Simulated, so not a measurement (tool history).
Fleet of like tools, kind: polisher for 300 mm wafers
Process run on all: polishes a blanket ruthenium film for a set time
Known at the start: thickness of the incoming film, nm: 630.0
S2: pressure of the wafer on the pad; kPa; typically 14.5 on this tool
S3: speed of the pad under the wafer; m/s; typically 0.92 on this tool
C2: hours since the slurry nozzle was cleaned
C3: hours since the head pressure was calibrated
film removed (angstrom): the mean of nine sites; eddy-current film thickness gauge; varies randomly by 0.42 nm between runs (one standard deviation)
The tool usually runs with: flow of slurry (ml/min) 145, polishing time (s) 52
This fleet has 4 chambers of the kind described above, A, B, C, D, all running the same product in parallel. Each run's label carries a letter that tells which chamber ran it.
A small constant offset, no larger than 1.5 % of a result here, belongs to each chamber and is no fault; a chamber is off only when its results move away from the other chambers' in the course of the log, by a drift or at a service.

Run 1A, day 0.317: usual settings; wafers polished on this pad 173; C2 122.7; C3 40.3. Result: film removed (angstrom) 552.76.
At day 0.321: chamber D: worn pad replaced by a new one.
Run 2B, day 0.517: usual settings; wafers polished on this pad 615; C2 196.8; C3 67.7. Result: film removed (angstrom) 544.91.
Run 3C, day 0.708: usual settings; wafers polished on this pad 907; C2 234.2; C3 307.4. Result: film removed (angstrom) 549.44.
Run 4D, day 0.888: usual settings; wafers polished on this pad 147; C2 327.2; C3 68.5. Result: film removed (angstrom) 546.76.
Run 5C, day 1.275: usual settings; wafers polished on this pad 1054; C2 247.8; C3 321. Result: film removed (angstrom) 561.65.
At day 1.554: chamber B: worn pad replaced by a new one.
Run 6A, day 1.579: usual settings; wafers polished on this pad 500; C2 153; C3 70.6. Result: film removed (angstrom) 553.92.
Run 7B, day 1.908: usual settings but S2 11.7 kPa, S3 1.24 m/s; wafers polished on this pad 92; C2 230.2; C3 101.1. Result: film removed (angstrom) 594.51.
At day 2.154: chamber C: worn pad replaced by a new one.
Run 8D, day 2.3: usual settings but S2 11.7 kPa, S3 1.24 m/s; wafers polished on this pad 513; C2 361.1; C3 102.4. Result: film removed (angstrom) 592.01.
Run 9A, day 2.65: usual settings but S2 11.7 kPa, S3 1.24 m/s; wafers polished on this pad 778; C2 178.7; C3 96.3. Result: film removed (angstrom) 602.99.
At day 2.908: chamber A: worn pad replaced by a new one.
At day 2.971: chamber B: slurry nozzle cleaned.
Run 10B, day 2.996: usual settings but S2 11.7 kPa, S3 1.24 m/s; wafers polished on this pad 374; C2 0.7; C3 127.2. Result: film removed (angstrom) 609.67.
Run 11D, day 3.267: usual settings; wafers polished on this pad 764; C2 384.3; C3 125.6. Result: film removed (angstrom) 542.04.
Run 12C, day 3.521: usual settings; wafers polished on this pad 355; C2 301.7; C3 374.9. Result: film removed (angstrom) 551.42.
At day 3.533: chamber D: worn pad replaced by a new one.
Run 13C, day 3.721: usual settings; wafers polished on this pad 407; C2 306.5; C3 379.7. Result: film removed (angstrom) 558.49.
Run 14B, day 4: usual settings; wafers polished on this pad 635; C2 24.8; C3 151.3. Result: film removed (angstrom) 546.18.
Run 15A, day 4.312: usual settings; wafers polished on this pad 364; C2 218.6; C3 136.2. Result: film removed (angstrom) 557.23.
Run 16D, day 4.6: usual settings; wafers polished on this pad 277; C2 416.3; C3 157.6. Result: film removed (angstrom) 552.41.
Run 17B, day 4.842: usual settings but flow of slurry (ml/min) 115, S3 0.76 m/s; wafers polished on this pad 853; C2 45; C3 171.5. Result: film removed (angstrom) 424.46.
At day 4.921: chamber B: worn pad replaced by a new one.
Run 18C, day 5.029: usual settings but flow of slurry (ml/min) 115, S3 0.76 m/s; wafers polished on this pad 746; C2 337.9; C3 411.1. Result: film removed (angstrom) 433.69.
Run 19A, day 5.321: usual settings but flow of slurry (ml/min) 115, S3 0.76 m/s; wafers polished on this pad 626; C2 242.8; C3 160.4. Result: film removed (angstrom) 439.01.
Run 20D, day 5.683: usual settings but flow of slurry (ml/min) 115, S3 0.76 m/s; wafers polished on this pad 558; C2 442.3; C3 183.6. Result: film removed (angstrom) 432.77.
Run 21C, day 6.088: usual settings; wafers polished on this pad 1021; C2 363.3; C3 436.5. Result: film removed (angstrom) 557.23.
At day 6.288: chamber A: worn pad replaced by a new one.
Run 22B, day 6.467: usual settings; wafers polished on this pad 401; C2 84; C3 210.5. Result: film removed (angstrom) 541.14.
At day 6.65: chamber D: worn pad replaced by a new one.
Run 23A, day 6.729: usual settings; wafers polished on this pad 115; C2 276.6; C3 194.2. Result: film removed (angstrom) 551.53.
Run 24D, day 6.95: usual settings; wafers polished on this pad 78; C2 472.7; C3 214. Result: film removed (angstrom) 555.24.
Run 25D, day 7.271: usual settings but S3 1.2 m/s; wafers polished on this pad 161; C2 480.4; C3 221.7. Result: film removed (angstrom) 708.71.
Run 26B, day 7.467: usual settings but S3 1.2 m/s; wafers polished on this pad 660; C2 108; C3 234.5. Result: film removed (angstrom) 712.43.

Does one chamber stand apart from the rest, does the shared gauge drift, or is all well apart from small per-chamber offsets? Give the chamber and the most likely cause, where there is one.

Beyond each chamber's small constant offset nothing stands out, and the gauge stays steady.

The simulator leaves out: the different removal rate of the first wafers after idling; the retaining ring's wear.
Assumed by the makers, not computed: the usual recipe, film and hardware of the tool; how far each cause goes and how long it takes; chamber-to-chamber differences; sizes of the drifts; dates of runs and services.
